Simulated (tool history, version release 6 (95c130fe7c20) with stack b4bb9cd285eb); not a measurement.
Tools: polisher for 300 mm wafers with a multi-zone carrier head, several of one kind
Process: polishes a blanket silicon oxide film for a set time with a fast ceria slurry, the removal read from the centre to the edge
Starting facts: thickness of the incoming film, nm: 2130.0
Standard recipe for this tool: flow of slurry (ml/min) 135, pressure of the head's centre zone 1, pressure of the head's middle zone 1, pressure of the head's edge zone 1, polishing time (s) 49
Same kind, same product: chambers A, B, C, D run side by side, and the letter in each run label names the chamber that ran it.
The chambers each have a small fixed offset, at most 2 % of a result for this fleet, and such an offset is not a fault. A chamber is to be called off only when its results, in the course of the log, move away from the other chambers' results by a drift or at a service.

run,hour,flow of slurry (ml/min),pressure of the head's centre zone,pressure of the head's middle zone,pressure of the head's edge zone,polishing time (s),wafers polished on this pad,hours since the slurry nozzle was cleaned,hours since the centre zone pressure was calibrated,hours since the edge zone pressure was calibrated,film removed at the wafer's centre (angstrom),film removed at mid-radius (angstrom),film removed at the wafer's edge (angstrom)
1A,7.2,135,1,1,1,49,211,137.2,23.5,479.4,5743.3,5773,5795.2
# hour 14.8: chamber B: worn pad replaced by a new one
2C,15.4,135,1,1,1,49,658,680.6,233.5,758.9,5674.8,5838.6,5748.1
# hour 21: chamber D: slurry nozzle cleaned
3B,24.8,135,1,1,1,49,163,443.9,136.3,303.4,5774.7,5707.7,5701
4D,31.2,135,1,1,1,49,778,10.2,61.4,83.3,5812.6,5891,5767.6
# hour 34.9: chamber C: worn pad replaced by a new one
# hour 37.5: chamber C: slurry nozzle cleaned
5C,39.7,135,1,1,1,49,78,2.3,257.8,783.2,5743.7,5814.2,5811
6B,44.3,135,1,1,1,49,481,463.4,155.8,322.9,5755.8,5713.7,5714.6
7D,50.8,135,1,1.12,1,49,1097,29.8,81,102.9,5802.4,6433.9,5770.5
# hour 51.5: chamber A: worn pad replaced by a new one
8A,60.7,135,1,1.12,1,49,151,190.7,77,532.9,5693.4,6431.3,5793.8
# hour 64.7: chamber D: worn pad replaced by a new one
9A,69.8,135,1,1.12,1,49,299,199.8,86.1,542,5737.2,6182.5,5781.8
# hour 75.1: chamber B: worn pad replaced by a new one
10B,76,135,1,1.12,1,49,16,495.1,187.5,354.6,5699.3,6395.6,5585.4
11D,83.5,135,1,1,1,49,307,62.5,113.7,135.6,5791.4,5809.1,5821
12C,91.3,135,1,1,1,49,918,53.9,309.4,834.8,5774.4,5674.6,5789.3
# hour 94.2: chamber C: worn pad replaced by a new one
13C,101.1,135,1,1,1,49,112,63.7,319.2,844.6,5728.6,5685.1,5808.6
14B,110,135,1,1,1,49,569,529.1,221.5,388.6,5690.1,5627.7,5645.9
# hour 115.3: chamber A: worn pad replaced by a new one
15D,117.7,135,1,1,1,49,864,96.7,147.9,169.8,5793.3,5836.2,5851
16A,123.5,135,1,1,1,49,134,253.5,139.8,595.7,5699.9,5716.4,5807.7
17B,129.4,135,1,1,1,49,885,548.5,240.9,408,5669.6,5727.6,5600
# hour 138.6: chamber B: worn pad replaced by a new one
18C,138.7,135,1,1,1,49,724,101.3,356.8,882.2,5742.7,5822,5792.8
# hour 142.6: chamber D: worn pad replaced by a new one
# hour 145.3: chamber C: worn pad replaced by a new one
19D,148,135,1,1,1,33,87,127,178.2,200.1,3852.2,3885.5,3937.5
20A,155.4,135,1,1,1,33,654,285.4,171.7,627.6,3852.4,3863.9,3844.3
21B,161.1,135,1,1,1,33,366,580.2,272.6,439.7,3766.3,3832.7,3728.2
22D,168.2,135,1,1,1,33,416,147.2,198.4,220.3,3904.5,3879.9,3906.2
# hour 171.3: chamber A: worn pad replaced by a new one
23C,175,135,1,1,1,49,483,137.6,393.1,918.5,5781.4,5786.7,5720.5
24A,179.7,135,1,1,1,49,137,309.7,196,651.9,5712.8,5745.3,5766.6
25D,189.2,135,1,1,1,49,758,168.2,219.4,241.3,5836.7,5833.6,5830.7
# hour 194.9: chamber B: worn pad replaced by a new one
# hour 196: chamber C: worn pad replaced by a new one
26C,197,135,1,1,1,49,17,159.6,415.1,940.5,5714,5807.9,5810.7
27B,202.6,135,1,1,1,49,126,621.7,314.1,481.2,5488.4,5437.6,5556.1
28A,210.2,135,1,1,1,49,633,340.2,226.5,682.4,5760.2,5806.1,5719.2
29C,217.5,135,1,1,1,49,351,180.1,435.6,961,5749.1,5797.6,5882.9
30A,224.3,135,1,1,1,49,862,354.3,240.6,696.5,5720.4,5811.3,5751.7
31D,230,135,1,1,1,49,1422,209,260.2,282.1,5722.6,5838.3,5920.1
# hour 231.5: chamber D: worn pad replaced by a new one
# hour 233.5: chamber A: worn pad replaced by a new one
32B,238.6,135,1,1,1,55,711,657.7,350.1,517.2,6125.7,6174.4,6229.1
33C,244.6,135,1,1,1,55,792,207.2,462.7,988.1,6417.6,6559.8,6493.6
34A,249.4,135,1,1,1,55,259,379.4,265.7,721.6,6426.1,6511.3,6450.8
# hour 255: chamber B: worn pad replaced by a new one
# hour 255.9: chamber C: worn pad replaced by a new one
35D,256.8,135,1,1,1,55,412,235.8,287,308.9,6450.8,6633.3,6448.3
36B,263.9,135,1,1,1,49,145,683,375.4,542.5,5362.1,5500.8,5448.1
37B,272,135,1,1,1,49,277,691.1,383.5,550.6,5408,5505.3,5464.3
# hour 276.2: chamber C: edge zone pressure recalibrated
38D,277.2,135,1,1,1,49,744,256.2,307.4,329.3,5746.6,5821.4,5722.8
39C,283.4,135,1,1,1,49,448,246,501.5,7.3,5765,5724.8,5706.7

Next, all 4 chambers run the settings below, one line each with question marks for the results. What does each chamber give?
40A,290.7,135,1,1,1,49,,,,,?,?,?
40B,290.7,135,1,1,1,49,,,,,?,?,?
40C,290.7,135,1,1,1,49,,,,,?,?,?
40D,290.7,135,1,1,1,49,,,,,?,?,?

run,film removed at the wafer's centre (angstrom),film removed at mid-radius (angstrom),film removed at the wafer's edge (angstrom)
40A,5800,5716.8,5724.5
40B,5288.9,5501.8,5391.4
40C,5760.1,5757.5,5666.6
40D,5842,5849.7,5862.9
